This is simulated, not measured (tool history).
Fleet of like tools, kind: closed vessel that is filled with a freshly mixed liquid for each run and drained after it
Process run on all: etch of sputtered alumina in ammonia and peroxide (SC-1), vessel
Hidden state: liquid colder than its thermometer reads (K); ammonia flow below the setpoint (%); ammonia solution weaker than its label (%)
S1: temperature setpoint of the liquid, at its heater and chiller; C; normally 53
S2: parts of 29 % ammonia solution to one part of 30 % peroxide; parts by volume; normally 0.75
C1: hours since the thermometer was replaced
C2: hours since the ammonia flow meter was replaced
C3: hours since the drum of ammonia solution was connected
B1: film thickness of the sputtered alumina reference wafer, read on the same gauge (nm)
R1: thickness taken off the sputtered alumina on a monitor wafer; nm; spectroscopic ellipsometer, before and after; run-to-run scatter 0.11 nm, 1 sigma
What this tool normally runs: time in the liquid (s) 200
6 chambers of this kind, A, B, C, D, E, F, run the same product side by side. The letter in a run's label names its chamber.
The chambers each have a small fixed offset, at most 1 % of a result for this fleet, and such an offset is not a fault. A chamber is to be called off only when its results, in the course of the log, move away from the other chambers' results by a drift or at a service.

Run 1F, hour 3.8: usual settings; C1 224.5; C2 206.3; C3 303.1; B1 69.994. Result: R1 18.293 nm.
Run 2D, hour 7.2: usual settings; C1 359.5; C2 54.1; C3 211.3; B1 70.002. Result: R1 17.912 nm.
Run 3C, hour 11.7: usual settings; C1 685.9; C2 1273.4; C3 179.3; B1 69.97. Result: R1 17.941 nm.
Run 4B, hour 14.6: usual settings; C1 414; C2 288; C3 51.7; B1 69.97. Result: R1 18.091 nm.
Run 5A, hour 19.4: usual settings; C1 366.9; C2 319.6; C3 241.7; B1 69.985. Result: R1 17.977 nm.
At hour 21.9: chamber A: new drum of ammonia solution connected.
Run 6E, hour 22.2: usual settings; C1 147.3; C2 913.5; C3 634.6; B1 70.019. Result: R1 17.859 nm.
Run 7E, hour 24.5: usual settings; C1 149.6; C2 915.8; C3 636.9; B1 70.008. Result: R1 17.937 nm.
Run 8D, hour 29.4: usual settings; C1 381.7; C2 76.3; C3 233.5; B1 69.974. Result: R1 18.194 nm.
Run 9A, hour 32.8: usual settings; C1 380.3; C2 333; C3 11; B1 69.973. Result: R1 18.053 nm.
Run 10B, hour 37.8: usual settings but S2 1.05 parts by volume; C1 437.2; C2 311.2; C3 74.9; B1 70.003. Result: R1 18.53 nm.
Run 11F, hour 40.8: usual settings but S2 1.05 parts by volume; C1 261.5; C2 243.3; C3 340.1; B1 70.016. Result: R1 18.679 nm.
Run 12C, hour 43.6: usual settings but S2 1.05 parts by volume; C1 717.8; C2 1305.3; C3 211.2; B1 70.013. Result: R1 18.162 nm.
Run 13F, hour 46.6: usual settings but S2 1.05 parts by volume; C1 267.3; C2 249.1; C3 345.9; B1 69.987. Result: R1 18.831 nm.
Run 14C, hour 50.6: usual settings but S2 1.05 parts by volume; C1 724.8; C2 1312.3; C3 218.2; B1 69.973. Result: R1 18.003 nm.
Run 15A, hour 53.6: usual settings but S2 1.05 parts by volume; C1 401.1; C2 353.8; C3 31.8; B1 70.007. Result: R1 18.328 nm.
Run 16D, hour 58.7: usual settings; C1 411; C2 105.6; C3 262.8; B1 69.986. Result: R1 18.174 nm.
Run 17B, hour 61.8: usual settings; C1 461.2; C2 335.2; C3 98.9; B1 70.012. Result: R1 17.875 nm.
Run 18E, hour 64.3: usual settings; C1 189.4; C2 955.6; C3 676.7; B1 69.986. Result: R1 17.934 nm.
Run 19A, hour 68.9: usual settings; C1 416.4; C2 369.1; C3 47.1; B1 70.012. Result: R1 17.955 nm.
Run 20D, hour 71.5: usual settings; C1 423.8; C2 118.4; C3 275.6; B1 70. Result: R1 17.988 nm.
Run 21E, hour 74.8: usual settings but S1 61.5 C, time in the liquid (s) 305; C1 199.9; C2 966.1; C3 687.2; B1 69.98. Result: R1 42.727 nm.
Run 22C, hour 78.9: usual settings but S1 61.5 C, time in the liquid (s) 305; C1 753.1; C2 1340.6; C3 246.5; B1 69.973. Result: R1 40.935 nm.
Run 23B, hour 81.5: usual settings but S1 61.5 C, time in the liquid (s) 305; C1 480.9; C2 354.9; C3 118.6; B1 69.999. Result: R1 43.496 nm.
Run 24F, hour 84.8: usual settings but S1 61.5 C, time in the liquid (s) 305; C1 305.5; C2 287.3; C3 384.1; B1 70.018. Result: R1 43.235 nm.
Run 25D, hour 89.7: usual settings but S1 61.5 C, time in the liquid (s) 305; C1 442; C2 136.6; C3 293.8; B1 70.006. Result: R1 43.373 nm.
Run 26E, hour 95: usual settings but S1 61.5 C, time in the liquid (s) 305; C1 220.1; C2 986.3; C3 707.4; B1 69.989. Result: R1 42.949 nm.
Run 27C, hour 97.5: usual settings but S1 46 C, S2 0.5 parts by volume; C1 771.7; C2 1359.2; C3 265.1; B1 69.997. Result: R1 11.31 nm.
Run 28A, hour 101.6: usual settings but S1 46 C, S2 0.5 parts by volume; C1 449.1; C2 401.8; C3 79.8; B1 69.994. Result: R1 11.589 nm.
Run 29F, hour 105.8: usual settings but S1 46 C, S2 0.5 parts by volume; C1 326.5; C2 308.3; C3 405.1; B1 70.014. Result: R1 11.903 nm.
Run 30B, hour 109.5: usual settings but S1 46 C, S2 0.5 parts by volume; C1 508.9; C2 382.9; C3 146.6; B1 69.99. Result: R1 11.752 nm.
Run 31D, hour 113.6: usual settings but S1 46 C, S2 0.5 parts by volume; C1 465.9; C2 160.5; C3 317.7; B1 70.011. Result: R1 11.814 nm.
Run 32F, hour 118.1: usual settings but S1 46 C, S2 0.5 parts by volume; C1 338.8; C2 320.6; C3 417.4; B1 70.002. Result: R1 11.885 nm.
Run 33E, hour 123.3: usual settings; C1 248.4; C2 1014.6; C3 735.7; B1 69.989. Result: R1 17.922 nm.
Run 34B, hour 127.2: usual settings but S1 47 C; C1 526.6; C2 400.6; C3 164.3; B1 70.017. Result: R1 12.848 nm.
Run 35C, hour 129.8: usual settings but S1 47 C; C1 804; C2 1391.5; C3 297.4; B1 70.013. Result: R1 12.162 nm.
Run 36A, hour 134.1: usual settings but S1 47 C; C1 481.6; C2 434.3; C3 112.3; B1 69.99. Result: R1 12.779 nm.
Run 37F, hour 138.9: usual settings but S1 47 C; C1 359.6; C2 341.4; C3 438.2; B1 69.997. Result: R1 13.094 nm.
Run 38E, hour 142.7: usual settings but S1 47 C; C1 267.8; C2 1034; C3 755.1; B1 70.019. Result: R1 12.854 nm.

Next, every chamber runs the same settings. What will each give?
Run 39A, hour 146.5: usual settings. Result: R1 ?.
Run 39B, hour 146.5: usual settings. Result: R1 ?.
Run 39C, hour 146.5: usual settings. Result: R1 ?.
Run 39D, hour 146.5: usual settings. Result: R1 ?.
Run 39E, hour 146.5: usual settings. Result: R1 ?.
Run 39F, hour 146.5: usual settings. Result: R1 ?.

run      R1
39A  17.796
39B  17.921
39C  16.683
39D  17.879
39E  18.025
39F  18.035
